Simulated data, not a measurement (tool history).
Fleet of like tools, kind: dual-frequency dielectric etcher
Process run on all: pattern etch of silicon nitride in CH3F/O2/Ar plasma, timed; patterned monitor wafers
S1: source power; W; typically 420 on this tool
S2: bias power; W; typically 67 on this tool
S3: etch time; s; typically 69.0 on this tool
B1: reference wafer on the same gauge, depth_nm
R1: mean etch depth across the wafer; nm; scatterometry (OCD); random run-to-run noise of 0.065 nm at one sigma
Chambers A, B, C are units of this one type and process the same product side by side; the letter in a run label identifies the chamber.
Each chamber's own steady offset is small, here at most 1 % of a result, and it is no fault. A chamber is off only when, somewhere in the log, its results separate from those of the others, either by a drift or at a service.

-- hour=6.8 chamber C: bias power generator calibrated
run 1B hour=12.8 | S1=420 S2=67 S3=69.0 | B1=55.887 | R1=47.810
run 2C hour=22.4 | S1=420 S2=67 S3=69.0 | B1=55.913 | R1=47.697
run 3A hour=33.2 | S1=420 S2=67 S3=69.0 | B1=55.909 | R1=48.043
run 4B hour=48.5 | S1=420 S2=67 S3=69.0 | B1=55.921 | R1=47.863
-- hour=55.2 chamber A: wet clean of the chamber
run 5A hour=60.9 | S1=470 S2=67 S3=69.0 | B1=55.957 | R1=50.094
run 6C hour=69.2 | S1=470 S2=67 S3=69.0 | B1=55.924 | R1=49.885
run 7A hour=83.2 | S1=470 S2=67 S3=69.0 | B1=55.967 | R1=50.098
run 8B hour=95.3 | S1=420 S2=78 S3=55.5 | B1=55.938 | R1=40.567
run 9C hour=110.8 | S1=420 S2=78 S3=55.5 | B1=55.967 | R1=40.562
-- hour=116.3 chamber A: source power generator calibrated
run 10B hour=125.8 | S1=420 S2=78 S3=55.5 | B1=55.988 | R1=40.609
run 11A hour=135.0 | S1=420 S2=79 S3=69.0 | B1=55.999 | R1=50.854
run 12C hour=150.0 | S1=420 S2=79 S3=69.0 | B1=55.984 | R1=50.694
-- hour=150.5 chamber B: wet clean of the chamber
run 13B hour=162.8 | S1=420 S2=79 S3=69.0 | B1=55.998 | R1=50.820
run 14C hour=171.0 | S1=420 S2=67 S3=69.0 | B1=56.012 | R1=47.814
run 15A hour=185.5 | S1=420 S2=82 S3=69.0 | B1=55.999 | R1=51.730
run 16A hour=195.8 | S1=420 S2=82 S3=69.0 | B1=56.031 | R1=51.635
run 17B hour=203.4 | S1=420 S2=82 S3=69.0 | B1=56.039 | R1=51.499
run 18C hour=218.2 | S1=420 S2=67 S3=69.0 | B1=56.056 | R1=47.941
run 19A hour=229.1 | S1=420 S2=67 S3=69.0 | B1=56.036 | R1=48.248
run 20C hour=242.4 | S1=340 S2=75 S3=69.0 | B1=56.050 | R1=45.942
run 21B hour=253.7 | S1=340 S2=75 S3=69.0 | B1=56.042 | R1=46.085
run 22C hour=261.3 | S1=340 S2=75 S3=69.0 | B1=56.044 | R1=45.883
run 23A hour=269.3 | S1=420 S2=67 S3=69.0 | B1=56.048 | R1=47.987
run 24B hour=277.1 | S1=420 S2=67 S3=69.0 | B1=56.079 | R1=48.047
run 25C hour=291.4 | S1=420 S2=67 S3=69.0 | B1=56.074 | R1=47.855
run 26B hour=300.7 | S1=420 S2=67 S3=69.0 | B1=56.093 | R1=48.125
run 27A hour=310.8 | S1=420 S2=67 S3=69.0 | B1=56.089 | R1=48.110
run 28C hour=323.9 | S1=420 S2=67 S3=69.0 | B1=56.086 | R1=47.978
run 29A hour=332.7 | S1=420 S2=67 S3=69.0 | B1=56.093 | R1=48.183
run 30B hour=340.0 | S1=420 S2=67 S3=58.0 | B1=56.096 | R1=40.465
run 31C hour=350.8 | S1=420 S2=67 S3=58.0 | B1=56.108 | R1=40.240
run 32A hour=363.6 | S1=420 S2=67 S3=58.0 | B1=56.132 | R1=40.519
run 33B hour=375.4 | S1=420 S2=67 S3=69.0 | B1=56.125 | R1=48.084
-- hour=380.3 chamber C: wet clean of the chamber
run 34B hour=385.5 | S1=420 S2=67 S3=69.0 | B1=56.118 | R1=47.992
run 35A hour=397.0 | S1=420 S2=67 S3=69.0 | B1=56.150 | R1=48.239
run 36C hour=410.0 | S1=420 S2=57 S3=69.0 | B1=56.143 | R1=45.511
-- hour=422.2 chamber A: wet clean of the chamber
run 37B hour=423.6 | S1=420 S2=57 S3=69.0 | B1=56.147 | R1=45.524
run 38A hour=433.4 | S1=420 S2=57 S3=69.0 | B1=56.175 | R1=45.695
run 39C hour=447.6 | S1=420 S2=67 S3=69.0 | B1=56.169 | R1=47.964
run 40A hour=458.6 | S1=420 S2=83 S3=69.0 | B1=56.170 | R1=51.846
run 41B hour=471.3 | S1=420 S2=83 S3=69.0 | B1=56.186 | R1=51.841
run 42C hour=485.9 | S1=420 S2=83 S3=69.0 | B1=56.193 | R1=51.609
run 43B hour=494.3 | S1=510 S2=67 S3=52.0 | B1=56.216 | R1=38.920
run 44A hour=503.6 | S1=510 S2=67 S3=52.0 | B1=56.191 | R1=39.097

All 3 chambers run these settings next. Forecast each chamber's results:
run 45A hour=514.7 | S1=480 S2=67 S3=69.0 | R1=?
run 45B hour=514.7 | S1=480 S2=67 S3=69.0 | R1=?
run 45C hour=514.7 | S1=480 S2=67 S3=69.0 | R1=?

run=45A R1=50.866
run=45B R1=50.578
run=45C R1=50.598
